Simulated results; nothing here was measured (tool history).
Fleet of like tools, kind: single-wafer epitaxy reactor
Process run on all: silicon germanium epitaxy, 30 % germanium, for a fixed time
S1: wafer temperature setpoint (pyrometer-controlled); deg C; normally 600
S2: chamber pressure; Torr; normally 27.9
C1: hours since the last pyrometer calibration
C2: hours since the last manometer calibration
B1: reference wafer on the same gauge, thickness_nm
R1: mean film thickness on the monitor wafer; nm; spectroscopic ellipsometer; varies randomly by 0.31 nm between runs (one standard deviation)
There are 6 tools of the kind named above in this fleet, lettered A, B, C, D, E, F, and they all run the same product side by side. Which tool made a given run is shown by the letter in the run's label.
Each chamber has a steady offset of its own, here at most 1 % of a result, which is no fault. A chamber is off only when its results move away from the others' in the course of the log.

| run | day | S1 | S2 | C1 | C2 | B1 | R1 |
|---|---|---|---|---|---|---|---|
| 1C | 0.312 | 600 | 27.9 | 733.7 | 1140 | 55.416 | 67.847 |
| 2A | 0.696 | 600 | 27.9 | 678.8 | 154.4 | 55.384 | 67.358 |
| 3F | 0.988 | 600 | 27.9 | 1388.5 | 325.5 | 55.432 | 67.471 |
| 4B | 1.296 | 600 | 27.9 | 1478 | 354.4 | 55.427 | 67.053 |
| 5E | 1.6 | 600 | 27.9 | 1367.4 | 1468.2 | 55.443 | 68.738 |
| 6D | 1.9 | 600 | 27.9 | 91.4 | 366.9 | 55.426 | 67.083 |
| 7B | 2.2 | 610 | 32.6 | 1499.7 | 376.1 | 55.459 | 85.75 |
| 8D | 2.512 | 610 | 32.6 | 106.1 | 381.6 | 55.371 | 85.955 |
| 9E | 2.717 | 610 | 32.6 | 1394.2 | 1495 | 55.359 | 86.766 |
| 10A | 3.046 | 610 | 32.6 | 735.2 | 210.8 | 55.329 | 85.598 |
| 11F | 3.375 | 610 | 32.6 | 1445.8 | 382.8 | 55.392 | 85.51 |
| 12C | 3.662 | 610 | 32.6 | 814.1 | 1220.4 | 55.362 | 86.455 |
| 13F | 3.929 | 600 | 27.9 | 1459.1 | 396.1 | 55.397 | 66.792 |
| 14C | 4.242 | 600 | 27.9 | 828 | 1234.3 | 55.411 | 67.698 |
| 15E | 4.512 | 600 | 27.9 | 1437.3 | 1538.1 | 55.343 | 67.709 |
| 16D | 4.708 | 600 | 27.9 | 158.8 | 434.3 | 55.362 | 68.24 |
| 17A | 4.904 | 600 | 27.9 | 779.8 | 255.4 | 55.357 | 67.169 |
| 18B | 5.15 | 600 | 27.9 | 1570.5 | 446.9 | 55.398 | 67.546 |
| 19D | 5.475 | 600 | 27.9 | 177.2 | 452.7 | 55.386 | 68.418 |
| 20B | 5.775 | 600 | 27.9 | 1585.5 | 461.9 | 55.35 | 67.509 |
| 21A | 5.975 | 587 | 30.1 | 805.5 | 281.1 | 55.394 | 54.632 |
| 22F | 6.325 | 587 | 30.1 | 1516.6 | 453.6 | 55.506 | 54.652 |
| 23E | 6.7 | 587 | 30.1 | 1489.8 | 1590.6 | 55.427 | 54.895 |
| 24C | 6.954 | 587 | 30.1 | 893.1 | 1299.4 | 55.376 | 55.209 |
| 25E | 7.142 | 587 | 30.1 | 1500.4 | 1601.2 | 55.436 | 54.265 |
| 26C | 7.425 | 587 | 30.1 | 904.4 | 1310.7 | 55.445 | 54.84 |
| 27F | 7.654 | 600 | 27.9 | 1548.5 | 485.5 | 55.372 | 67.564 |
| 28B | 7.854 | 600 | 27.9 | 1635.4 | 511.8 | 55.322 | 67.03 |
| 29A | 8.058 | 600 | 27.9 | 855.5 | 331.1 | 55.413 | 67.073 |
| 30D | 8.308 | 600 | 27.9 | 245.2 | 520.7 | 55.38 | 68.641 |
| 31B | 8.512 | 600 | 27.9 | 1651.2 | 527.6 | 55.334 | 67.621 |
| 32A | 8.9 | 600 | 27.9 | 875.7 | 351.3 | 55.369 | 67.456 |
| 33C | 9.1 | 600 | 27.9 | 944.6 | 1350.9 | 55.393 | 67.662 |
| 34D | 9.479 | 600 | 27.9 | 273.3 | 548.8 | 55.393 | 68.354 |
| 35E | 9.833 | 600 | 27.9 | 1565 | 1665.8 | 55.418 | 67.704 |
| 36F | 10.117 | 600 | 27.9 | 1607.6 | 544.6 | 55.404 | 67.036 |
| 37C | 10.45 | 600 | 27.9 | 977 | 1383.3 | 55.377 | 67.233 |
| 38D | 10.654 | 605 | 24 | 301.5 | 577 | 55.377 | 71.675 |

All 6 chambers run these settings next. Forecast each chamber's results:
| 39A | 10.942 | 600 | 27.9 |  |  |  | ? |
| 39B | 10.942 | 600 | 27.9 |  |  |  | ? |
| 39C | 10.942 | 600 | 27.9 |  |  |  | ? |
| 39D | 10.942 | 600 | 27.9 |  |  |  | ? |
| 39E | 10.942 | 600 | 27.9 |  |  |  | ? |
| 39F | 10.942 | 600 | 27.9 |  |  |  | ? |

| run | R1 |
|---|---|
| 39A | 67.329 |
| 39B | 67.708 |
| 39C | 67.817 |
| 39D | 69.608 |
| 39E | 68.022 |
| 39F | 67.302 |
